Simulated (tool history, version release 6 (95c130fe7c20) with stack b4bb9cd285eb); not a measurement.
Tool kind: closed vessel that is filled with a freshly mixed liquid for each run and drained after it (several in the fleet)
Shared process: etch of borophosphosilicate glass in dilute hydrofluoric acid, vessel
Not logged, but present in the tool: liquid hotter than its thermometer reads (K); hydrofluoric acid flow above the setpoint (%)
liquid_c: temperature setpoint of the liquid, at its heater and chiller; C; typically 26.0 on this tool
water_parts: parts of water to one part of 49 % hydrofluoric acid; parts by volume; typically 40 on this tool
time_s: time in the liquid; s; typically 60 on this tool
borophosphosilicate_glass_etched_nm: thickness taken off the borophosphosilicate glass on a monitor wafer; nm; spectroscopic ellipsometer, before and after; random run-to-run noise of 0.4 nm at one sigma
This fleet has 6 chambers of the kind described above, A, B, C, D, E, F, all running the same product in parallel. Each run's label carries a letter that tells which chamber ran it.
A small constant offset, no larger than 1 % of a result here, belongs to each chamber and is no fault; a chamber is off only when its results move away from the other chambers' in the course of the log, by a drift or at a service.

| run | day | liquid_c | water_parts | time_s | hours since the thermometer was replaced | hours since the hydrofluoric acid flow meter was replaced | read-back film thickness of the borophosphosilicate glass reference wafer, read on the same gauge (nm) | borophosphosilicate_glass_etched_nm |
|---|---|---|---|---|---|---|---|---|
| 1A | 0.446 | 26.0 | 40 | 60 | 780.6 | 343.3 | 90.013 | 81.186 |
| 2D | 0.796 | 26.0 | 40 | 60 | 463.2 | 582.2 | 90.021 | 80.508 |
| 3E | 1.033 | 26.0 | 40 | 60 | 144.8 | 300.1 | 90.001 | 79.630 |
| 4C | 1.379 | 26.0 | 40 | 60 | 1382.4 | 486.2 | 89.998 | 81.288 |
| 5F | 1.650 | 26.0 | 40 | 60 | 1433.2 | 942.1 | 90.002 | 80.645 |
| 6B | 1.879 | 26.0 | 40 | 60 | 981.5 | 112.0 | 89.992 | 79.906 |
| 7B | 2.088 | 26.0 | 40 | 60 | 986.5 | 117.0 | 89.992 | 79.474 |
| 8C | 2.329 | 26.0 | 40 | 60 | 1405.2 | 509.0 | 90.016 | 80.995 |
| 9A | 2.579 | 26.0 | 40 | 60 | 831.8 | 394.5 | 89.984 | 80.478 |
| 10F | 2.858 | 26.0 | 40 | 60 | 1462.2 | 971.1 | 90.002 | 80.091 |
| 11D | 3.125 | 26.0 | 40 | 60 | 519.1 | 638.1 | 89.991 | 80.351 |
| 12E | 3.425 | 26.0 | 40 | 60 | 202.2 | 357.5 | 89.985 | 80.488 |
| 13D | 3.638 | 26.0 | 40 | 60 | 531.4 | 650.4 | 89.999 | 79.804 |
| 14A | 4.000 | 26.0 | 40 | 60 | 865.9 | 428.6 | 90.011 | 80.459 |
| 15C | 4.246 | 26.0 | 40 | 60 | 1451.2 | 555.0 | 89.996 | 79.631 |
| 16E | 4.512 | 26.0 | 40 | 60 | 228.3 | 383.6 | 89.994 | 80.048 |
| 17B | 4.725 | 26.0 | 40 | 60 | 1049.8 | 180.3 | 90.011 | 80.573 |
| 18F | 5.154 | 26.0 | 40 | 60 | 1517.3 | 1026.2 | 90.010 | 79.104 |
|  | 5.425 | chamber C: thermometer replaced |
| 19B | 5.425 | 26.0 | 40 | 60 | 1066.6 | 197.1 | 89.975 | 80.157 |
| 20F | 5.692 | 26.0 | 40 | 60 | 1530.2 | 1039.1 | 90.002 | 79.718 |
| 21D | 5.938 | 26.0 | 40 | 60 | 586.6 | 705.6 | 89.992 | 80.204 |
| 22E | 6.317 | 26.0 | 40 | 60 | 271.6 | 426.9 | 90.001 | 80.822 |
| 23A | 6.754 | 26.0 | 40 | 60 | 932.0 | 494.7 | 90.009 | 81.316 |
| 24C | 7.025 | 21.5 | 40 | 75 | 38.5 | 621.7 | 89.994 | 83.145 |
| 25E | 7.238 | 21.5 | 40 | 75 | 293.7 | 449.0 | 90.015 | 83.444 |
| 26D | 7.571 | 21.5 | 40 | 75 | 625.8 | 744.8 | 90.015 | 82.900 |
| 27C | 7.921 | 21.5 | 40 | 75 | 60.0 | 643.2 | 90.008 | 82.901 |
| 28B | 8.129 | 21.5 | 40 | 75 | 1131.5 | 262.0 | 90.004 | 82.761 |
| 29A | 8.433 | 21.5 | 40 | 75 | 972.3 | 535.0 | 89.979 | 85.937 |
| 30F | 8.796 | 26.0 | 40 | 60 | 1604.7 | 1113.6 | 89.995 | 79.980 |
|  | 9.196 | chamber D: hydrofluoric acid flow meter replaced |
| 31B | 9.221 | 26.0 | 40 | 60 | 1157.7 | 288.2 | 90.009 | 80.521 |
| 32C | 9.629 | 26.0 | 40 | 60 | 101.0 | 684.2 | 90.008 | 79.065 |
| 33E | 9.879 | 26.0 | 40 | 60 | 357.1 | 512.4 | 89.983 | 80.739 |
| 34F | 10.083 | 26.0 | 40 | 60 | 1635.6 | 1144.5 | 90.004 | 79.192 |
| 35D | 10.479 | 26.0 | 50 | 60 | 695.6 | 30.8 | 89.976 | 63.364 |
| 36A | 10.808 | 26.0 | 50 | 60 | 1029.3 | 592.0 | 90.012 | 65.457 |

Each of the 6 chambers runs these same settings next. Fill in every chamber's results:
| 37A | 11.129 | 24.0 | 40 | 60 |  |  |  | ? |
| 37B | 11.129 | 24.0 | 40 | 60 |  |  |  | ? |
| 37C | 11.129 | 24.0 | 40 | 60 |  |  |  | ? |
| 37D | 11.129 | 24.0 | 40 | 60 |  |  |  | ? |
| 37E | 11.129 | 24.0 | 40 | 60 |  |  |  | ? |
| 37F | 11.129 | 24.0 | 40 | 60 |  |  |  | ? |

| run | borophosphosilicate_glass_etched_nm |
|---|---|
| 37A | 76.752 |
| 37B | 73.784 |
| 37C | 73.927 |
| 37D | 74.321 |
| 37E | 73.482 |
| 37F | 73.122 |

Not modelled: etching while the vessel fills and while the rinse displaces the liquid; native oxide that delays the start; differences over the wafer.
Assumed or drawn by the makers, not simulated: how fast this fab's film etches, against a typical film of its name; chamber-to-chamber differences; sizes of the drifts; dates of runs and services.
